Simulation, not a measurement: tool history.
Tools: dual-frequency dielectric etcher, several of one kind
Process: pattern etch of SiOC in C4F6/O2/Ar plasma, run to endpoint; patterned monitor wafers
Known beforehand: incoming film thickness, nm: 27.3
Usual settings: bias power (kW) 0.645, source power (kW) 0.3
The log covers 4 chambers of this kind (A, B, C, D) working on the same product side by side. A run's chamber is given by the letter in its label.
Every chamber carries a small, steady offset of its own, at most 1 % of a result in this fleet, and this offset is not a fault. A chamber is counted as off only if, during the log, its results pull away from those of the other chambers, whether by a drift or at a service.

| run | hour | bias power (kW) | source power (kW) | hours since the last wet clean | hours since the last bias power generator calibration | hours since the last source power generator calibration | endpoint time (s) |
|---|---|---|---|---|---|---|---|
| 1C | 6.9 | 0.645 | 0.3 | 247.2 | 2496.4 | 378.7 | 9.2974 |
| 2A | 15.8 | 0.645 | 0.3 | 93.3 | 3186.2 | 817.1 | 9.4004 |
| 3D | 25.5 | 0.645 | 0.3 | 302.4 | 343.9 | 2677.2 | 9.3052 |
| 4B | 33.6 | 0.645 | 0.3 | 385.8 | 722.2 | 326.2 | 9.3211 |
| 5D | 40.6 | 0.645 | 0.3 | 317.5 | 359 | 2692.3 | 9.1925 |
| 6A | 54.4 | 0.645 | 0.3 | 131.9 | 3224.8 | 855.7 | 9.3688 |
| 7C | 63 | 0.645 | 0.3 | 303.3 | 2552.5 | 434.8 | 9.2845 |
| 8B | 70 | 0.555 | 0.23 | 422.2 | 758.6 | 362.6 | 10.797 |
|  | 70.8 | chamber A: bias power generator calibrated |
| 9C | 76.5 | 0.555 | 0.23 | 316.8 | 2566 | 448.3 | 10.82 |
| 10B | 88.4 | 0.555 | 0.23 | 440.6 | 777 | 381 | 10.891 |
| 11D | 95.4 | 0.555 | 0.23 | 372.3 | 413.8 | 2747.1 | 10.791 |
| 12A | 108.2 | 0.645 | 0.3 | 185.7 | 37.4 | 909.5 | 9.3922 |
| 13D | 118.1 | 0.645 | 0.3 | 395 | 436.5 | 2769.8 | 9.3271 |
| 14B | 125.5 | 0.645 | 0.3 | 477.7 | 814.1 | 418.1 | 9.2406 |
| 15C | 134.5 | 0.645 | 0.3 | 374.8 | 2624 | 506.3 | 9.3102 |
| 16A | 142.1 | 0.645 | 0.3 | 219.6 | 71.3 | 943.4 | 9.3361 |
| 17B | 149.2 | 0.645 | 0.3 | 501.4 | 837.8 | 441.8 | 9.1686 |
| 18C | 161.6 | 0.645 | 0.3 | 401.9 | 2651.1 | 533.4 | 9.2376 |
| 19A | 170.7 | 0.645 | 0.3 | 248.2 | 99.9 | 972 | 9.3629 |
| 20D | 177.6 | 0.645 | 0.3 | 454.5 | 496 | 2829.3 | 9.2142 |
| 21D | 185.2 | 0.645 | 0.3 | 462.1 | 503.6 | 2836.9 | 9.23 |
| 22C | 193.2 | 0.645 | 0.3 | 433.5 | 2682.7 | 565 | 9.2898 |
| 23B | 200.1 | 0.645 | 0.3 | 552.3 | 888.7 | 492.7 | 9.1441 |
| 24A | 207.1 | 0.645 | 0.3 | 284.6 | 136.3 | 1008.4 | 9.3327 |
| 25D | 220.6 | 0.645 | 0.3 | 497.5 | 539 | 2872.3 | 9.1978 |
| 26B | 231.1 | 0.645 | 0.3 | 583.3 | 919.7 | 523.7 | 9.0942 |
| 27A | 238.6 | 0.645 | 0.3 | 316.1 | 167.8 | 1039.9 | 9.3121 |
| 28C | 250.5 | 0.645 | 0.3 | 490.8 | 2740 | 622.3 | 9.2888 |
| 29C | 258.5 | 0.645 | 0.3 | 498.8 | 2748 | 630.3 | 9.2947 |
| 30A | 266.9 | 0.645 | 0.3 | 344.4 | 196.1 | 1068.2 | 9.3853 |
| 31B | 274 | 0.645 | 0.3 | 626.2 | 962.6 | 566.6 | 9.0669 |
| 32D | 282.2 | 0.645 | 0.3 | 559.1 | 600.6 | 2933.9 | 9.2088 |
|  | 286.5 | chamber A: wet clean of the chamber |
| 33D | 295 | 0.645 | 0.3 | 571.9 | 613.4 | 2946.7 | 9.2548 |
| 34B | 304 | 0.645 | 0.3 | 656.2 | 992.6 | 596.6 | 9.0921 |
| 35C | 316.7 | 0.645 | 0.3 | 557 | 2806.2 | 688.5 | 9.1858 |
| 36A | 323.1 | 0.645 | 0.3 | 36.7 | 252.3 | 1124.4 | 9.3013 |
| 37B | 333.8 | 0.645 | 0.3 | 686 | 1022.4 | 626.4 | 9.0079 |
| 38D | 347 | 0.645 | 0.3 | 623.9 | 665.4 | 2998.7 | 9.2822 |
| 39C | 360.6 | 0.645 | 0.3 | 600.9 | 2850.1 | 732.4 | 9.2546 |

Next, all 4 chambers run the settings below, one line each with question marks for the results. What does each chamber give?
| 40A | 370.9 | 0.645 | 0.3 |  |  |  | ? |
| 40B | 370.9 | 0.645 | 0.3 |  |  |  | ? |
| 40C | 370.9 | 0.645 | 0.3 |  |  |  | ? |
| 40D | 370.9 | 0.645 | 0.3 |  |  |  | ? |

| run | endpoint time (s) |
|---|---|
| 40A | 9.2923 |
| 40B | 8.9311 |
| 40C | 9.2407 |
| 40D | 9.2574 |
